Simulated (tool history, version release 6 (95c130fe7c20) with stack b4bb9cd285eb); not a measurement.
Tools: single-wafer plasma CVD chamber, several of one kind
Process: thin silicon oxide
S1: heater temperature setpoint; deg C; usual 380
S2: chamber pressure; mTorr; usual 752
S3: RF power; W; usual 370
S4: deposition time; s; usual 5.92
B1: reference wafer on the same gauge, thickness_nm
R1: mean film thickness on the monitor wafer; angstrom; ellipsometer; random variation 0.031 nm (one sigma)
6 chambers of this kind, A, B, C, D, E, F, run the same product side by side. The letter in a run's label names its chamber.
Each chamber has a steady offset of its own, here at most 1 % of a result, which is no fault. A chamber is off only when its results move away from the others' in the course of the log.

Run 1D, day 0.342: usual settings; B1 11.395. Result: R1 112.900 angstrom.
Run 2A, day 0.562: usual settings; B1 11.401. Result: R1 112.570 angstrom.
Run 3F, day 0.854: usual settings; B1 11.407. Result: R1 113.840 angstrom.
Run 4B, day 1.329: usual settings; B1 11.397. Result: R1 112.410 angstrom.
Run 5C, day 1.642: usual settings; B1 11.400. Result: R1 113.790 angstrom.
Run 6E, day 1.962: usual settings but S1 372 deg C, S3 300 W; B1 11.396. Result: R1 104.670 angstrom.
Run 7E, day 2.383: usual settings but S1 372 deg C, S3 300 W; B1 11.397. Result: R1 104.710 angstrom.
Run 8A, day 2.762: usual settings but S1 372 deg C, S3 300 W; B1 11.407. Result: R1 104.510 angstrom.
At day 3.038: chamber F: thermocouple changed; heater temperature recalibrated.
Run 9D, day 3.054: usual settings but S1 372 deg C, S3 300 W; B1 11.399. Result: R1 104.470 angstrom.
Run 10B, day 3.475: usual settings but S1 372 deg C, S3 300 W; B1 11.404. Result: R1 104.040 angstrom.
At day 3.779: chamber E: RF generator calibrated.
Run 11F, day 3.825: usual settings but S1 372 deg C, S3 300 W; B1 11.404. Result: R1 105.120 angstrom.
Run 12C, day 4.125: usual settings; B1 11.401. Result: R1 113.280 angstrom.
Run 13E, day 4.442: usual settings but S3 310 W; B1 11.400. Result: R1 105.960 angstrom.
Run 14B, day 4.692: usual settings but S3 310 W; B1 11.401. Result: R1 105.850 angstrom.
Run 15C, day 5.000: usual settings but S3 310 W; B1 11.399. Result: R1 105.970 angstrom.
Run 16D, day 5.338: usual settings but S3 310 W; B1 11.404. Result: R1 105.190 angstrom.
Run 17F, day 5.738: usual settings but S3 310 W; B1 11.408. Result: R1 105.940 angstrom.
Run 18A, day 6.212: usual settings but S3 310 W; B1 11.399. Result: R1 104.840 angstrom.
Run 19B, day 6.683: usual settings; B1 11.392. Result: R1 112.750 angstrom.
Run 20F, day 6.996: usual settings but S4 5.42 s; B1 11.403. Result: R1 103.330 angstrom.
Run 21D, day 7.362: usual settings but S4 5.42 s; B1 11.401. Result: R1 102.450 angstrom.
Run 22C, day 7.788: usual settings but S4 5.42 s; B1 11.400. Result: R1 104.310 angstrom.
Run 23A, day 8.171: usual settings but S4 5.42 s; B1 11.406. Result: R1 103.130 angstrom.
Run 24E, day 8.658: usual settings but S4 5.42 s; B1 11.400. Result: R1 104.040 angstrom.
Run 25A, day 9.079: usual settings but S4 5.42 s; B1 11.405. Result: R1 103.520 angstrom.
Run 26B, day 9.417: usual settings but S2 596 mTorr, S3 400 W; B1 11.400. Result: R1 90.735 angstrom.
Run 27E, day 9.729: usual settings but S2 596 mTorr, S3 400 W; B1 11.393. Result: R1 90.954 angstrom.
Run 28D, day 10.129: usual settings but S2 596 mTorr, S3 400 W; B1 11.406. Result: R1 89.232 angstrom.
Run 29F, day 10.388: usual settings but S2 596 mTorr, S3 400 W; B1 11.403. Result: R1 91.101 angstrom.
Run 30C, day 10.692: usual settings but S2 596 mTorr, S3 400 W; B1 11.401. Result: R1 91.676 angstrom.
Run 31A, day 11.067: usual settings but S2 596 mTorr, S3 400 W; B1 11.398. Result: R1 90.607 angstrom.
Run 32F, day 11.392: usual settings; B1 11.391. Result: R1 113.440 angstrom.
Run 33C, day 11.875: usual settings; B1 11.393. Result: R1 113.790 angstrom.
Run 34E, day 12.212: usual settings; B1 11.404. Result: R1 113.190 angstrom.
Run 35D, day 12.438: usual settings; B1 11.403. Result: R1 109.860 angstrom.
Run 36B, day 12.808: usual settings; B1 11.401. Result: R1 112.330 angstrom.
Run 37C, day 13.071: usual settings; B1 11.387. Result: R1 114.030 angstrom.
Run 38B, day 13.558: usual settings; B1 11.395. Result: R1 112.470 angstrom.
At day 13.992: chamber F: RF generator calibrated.
Run 39F, day 13.996: usual settings; B1 11.398. Result: R1 113.530 angstrom.
Run 40A, day 14.288: usual settings; B1 11.396. Result: R1 112.760 angstrom.
Run 41E, day 14.654: usual settings; B1 11.396. Result: R1 113.740 angstrom.
Run 42D, day 14.879: usual settings; B1 11.396. Result: R1 109.620 angstrom.
Run 43C, day 15.188: usual settings; B1 11.404. Result: R1 114.220 angstrom.

Is one chamber off against the others, does the gauge drift, or is nothing wrong? If a chamber is off, say which, and what the likeliest cause is.

Chamber D drifts away from the others.
Cause: delivered RF power below the setpoint (%) = 7.77.
The log may not tell that from: true pressure below the setpoint (%).

Here are 4 candidates for chamber D's next run, each the usual settings with a change, their results left as question marks. Which one brings its results back in line with what the others give on the usual settings?
In line means no further than this from the other chambers' mean on the usual settings: R1 1.100 angstrom
Run 44D-1, day 15.542: usual settings but S2 703 mTorr, S3 365 W. Result: R1 ?.
Run 44D-2, day 15.542: usual settings but S4 6.35 s. Result: R1 ?.
Run 44D-3, day 15.542: usual settings but S2 737 mTorr, S4 5.85 s. Result: R1 ?.
Run 44D-4, day 15.542: usual settings but S2 767 mTorr, S4 5.99 s. Result: R1 ?.

The other chambers' mean on the usual settings: R1 113.150 angstrom
  run       R1
44D-1  101.330
44D-2  117.270
44D-3  105.800
44D-4  112.780
44D-4 brings the chamber back in line.

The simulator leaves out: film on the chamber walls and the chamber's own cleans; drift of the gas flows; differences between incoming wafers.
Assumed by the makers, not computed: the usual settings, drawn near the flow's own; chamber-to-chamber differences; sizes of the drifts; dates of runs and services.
